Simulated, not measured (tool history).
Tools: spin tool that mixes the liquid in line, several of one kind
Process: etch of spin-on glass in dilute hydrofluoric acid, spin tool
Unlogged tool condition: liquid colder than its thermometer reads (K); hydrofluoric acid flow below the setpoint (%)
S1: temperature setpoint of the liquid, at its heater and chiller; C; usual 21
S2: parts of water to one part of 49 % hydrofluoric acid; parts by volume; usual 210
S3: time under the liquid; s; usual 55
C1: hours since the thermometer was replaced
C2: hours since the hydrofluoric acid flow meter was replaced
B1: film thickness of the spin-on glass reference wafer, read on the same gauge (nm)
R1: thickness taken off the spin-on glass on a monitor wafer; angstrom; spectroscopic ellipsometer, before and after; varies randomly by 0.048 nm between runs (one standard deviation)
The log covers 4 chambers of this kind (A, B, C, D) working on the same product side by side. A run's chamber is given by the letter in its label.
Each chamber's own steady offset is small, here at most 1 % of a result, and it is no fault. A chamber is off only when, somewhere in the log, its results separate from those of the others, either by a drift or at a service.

{"run": "1B", "hour": 6.7, "S1": 21, "S2": 210, "S3": 55, "C1": 1092.7, "C2": 95.4, "B1": 100, "R1": 76.589}
{"run": "2D", "hour": 13.7, "S1": 21, "S2": 210, "S3": 55, "C1": 44.2, "C2": 514.4, "B1": 99.997, "R1": 79.074}
{"run": "3C", "hour": 19.7, "S1": 21, "S2": 210, "S3": 55, "C1": 1072.8, "C2": 180.4, "B1": 100, "R1": 76.843}
{"run": "4A", "hour": 25.1, "S1": 21, "S2": 210, "S3": 55, "C1": 1684, "C2": 122.1, "B1": 99.977, "R1": 77.191}
{"run": "5B", "hour": 30.5, "S1": 21, "S2": 210, "S3": 55, "C1": 1116.5, "C2": 119.2, "B1": 99.99, "R1": 76.858}
{"run": "6D", "hour": 36.4, "S1": 21, "S2": 210, "S3": 80, "C1": 66.9, "C2": 537.1, "B1": 99.985, "R1": 113.5}
{"run": "7A", "hour": 43.3, "S1": 21, "S2": 210, "S3": 80, "C1": 1702.2, "C2": 140.3, "B1": 99.989, "R1": 112.02}
{"run": "8C", "hour": 51.7, "S1": 21, "S2": 210, "S3": 80, "C1": 1104.8, "C2": 212.4, "B1": 99.998, "R1": 111.49}
{"run": "9A", "hour": 57.7, "S1": 21, "S2": 210, "S3": 80, "C1": 1716.6, "C2": 154.7, "B1": 100, "R1": 111.66}
{"run": "10D", "hour": 65.3, "S1": 19, "S2": 210, "S3": 55, "C1": 95.8, "C2": 566, "B1": 100.02, "R1": 71.48}
{"run": "11B", "hour": 73.5, "S1": 19, "S2": 210, "S3": 55, "C1": 1159.5, "C2": 162.2, "B1": 100.03, "R1": 71.644}
{"run": "12C", "hour": 83.1, "S1": 19, "S2": 210, "S3": 55, "C1": 1136.2, "C2": 243.8, "B1": 99.998, "R1": 70.42}
{"run": "13C", "hour": 88.9, "S1": 19, "S2": 210, "S3": 55, "C1": 1142, "C2": 249.6, "B1": 100.01, "R1": 70.968}
{"run": "14B", "hour": 99.0, "S1": 21, "S2": 210, "S3": 55, "C1": 1185, "C2": 187.7, "B1": 99.975, "R1": 77.157}
{"run": "15A", "hour": 107.1, "S1": 21, "S2": 210, "S3": 55, "C1": 1766, "C2": 204.1, "B1": 99.993, "R1": 76.291}
{"run": "16D", "hour": 114.0, "S1": 21, "S2": 210, "S3": 55, "C1": 144.5, "C2": 614.7, "B1": 100.03, "R1": 77.534}
{"run": "17A", "hour": 118.7, "S1": 21, "S2": 210, "S3": 55, "C1": 1777.6, "C2": 215.7, "B1": 99.984, "R1": 75.542}
{"run": "18C", "hour": 124.5, "S1": 21, "S2": 210, "S3": 55, "C1": 1177.6, "C2": 285.2, "B1": 99.988, "R1": 76.804}
{"run": "19B", "hour": 134.6, "S1": 21, "S2": 210, "S3": 55, "C1": 1220.6, "C2": 223.3, "B1": 99.977, "R1": 77.122}
{"run": "20D", "hour": 144.0, "S1": 21, "S2": 210, "S3": 55, "C1": 174.5, "C2": 644.7, "B1": 99.992, "R1": 77.368}
{"run": "21A", "hour": 150.3, "S1": 21, "S2": 210, "S3": 55, "C1": 1809.2, "C2": 247.3, "B1": 100.02, "R1": 74.612}
{"run": "22D", "hour": 157.9, "S1": 21, "S2": 210, "S3": 55, "C1": 188.4, "C2": 658.6, "B1": 99.988, "R1": 77.993}
{"run": "23C", "hour": 166.0, "S1": 21, "S2": 210, "S3": 55, "C1": 1219.1, "C2": 326.7, "B1": 100.02, "R1": 77.275}
{"run": "24B", "hour": 173.4, "S1": 21, "S2": 210, "S3": 55, "C1": 1259.4, "C2": 262.1, "B1": 99.984, "R1": 77.679}
{"run": "25C", "hour": 181.1, "S1": 21, "S2": 265, "S3": 55, "C1": 1234.2, "C2": 341.8, "B1": 99.978, "R1": 57.354}
{"run": "26B", "hour": 190.9, "S1": 21, "S2": 265, "S3": 55, "C1": 1276.9, "C2": 279.6, "B1": 100, "R1": 57.825}
{"run": "27A", "hour": 200.4, "S1": 21, "S2": 265, "S3": 55, "C1": 1859.3, "C2": 297.4, "B1": 99.989, "R1": 54.934}
{"run": "28D", "hour": 210.1, "S1": 21, "S2": 265, "S3": 55, "C1": 240.6, "C2": 710.8, "B1": 99.987, "R1": 58.953}
{"run": "29C", "hour": 217.3, "S1": 21, "S2": 210, "S3": 55, "C1": 1270.4, "C2": 378, "B1": 100.01, "R1": 76.181}
{"run": "30B", "hour": 222.0, "S1": 21, "S2": 210, "S3": 55, "C1": 1308, "C2": 310.7, "B1": 99.987, "R1": 77.056}
{"run": "31D", "hour": 228.2, "S1": 21, "S2": 210, "S3": 55, "C1": 258.7, "C2": 728.9, "B1": 100.01, "R1": 77.534}
{"run": "32A", "hour": 237.1, "S1": 21, "S2": 310, "S3": 85, "C1": 1896, "C2": 334.1, "B1": 100.01, "R1": 68.6}
{"run": "33C", "hour": 244.7, "S1": 21, "S2": 310, "S3": 85, "C1": 1297.8, "C2": 405.4, "B1": 99.992, "R1": 73.384}

Predict what each chamber gives when all 4 of them run the settings below next.
{"run": "34A", "hour": 251.9, "S1": 21, "S2": 210, "S3": 55, "R1": "?"}
{"run": "34B", "hour": 251.9, "S1": 21, "S2": 210, "S3": 55, "R1": "?"}
{"run": "34C", "hour": 251.9, "S1": 21, "S2": 210, "S3": 55, "R1": "?"}
{"run": "34D", "hour": 251.9, "S1": 21, "S2": 210, "S3": 55, "R1": "?"}

run=34A R1=71.306
run=34B R1=77.029
run=34C R1=76.859
run=34D R1=78.868
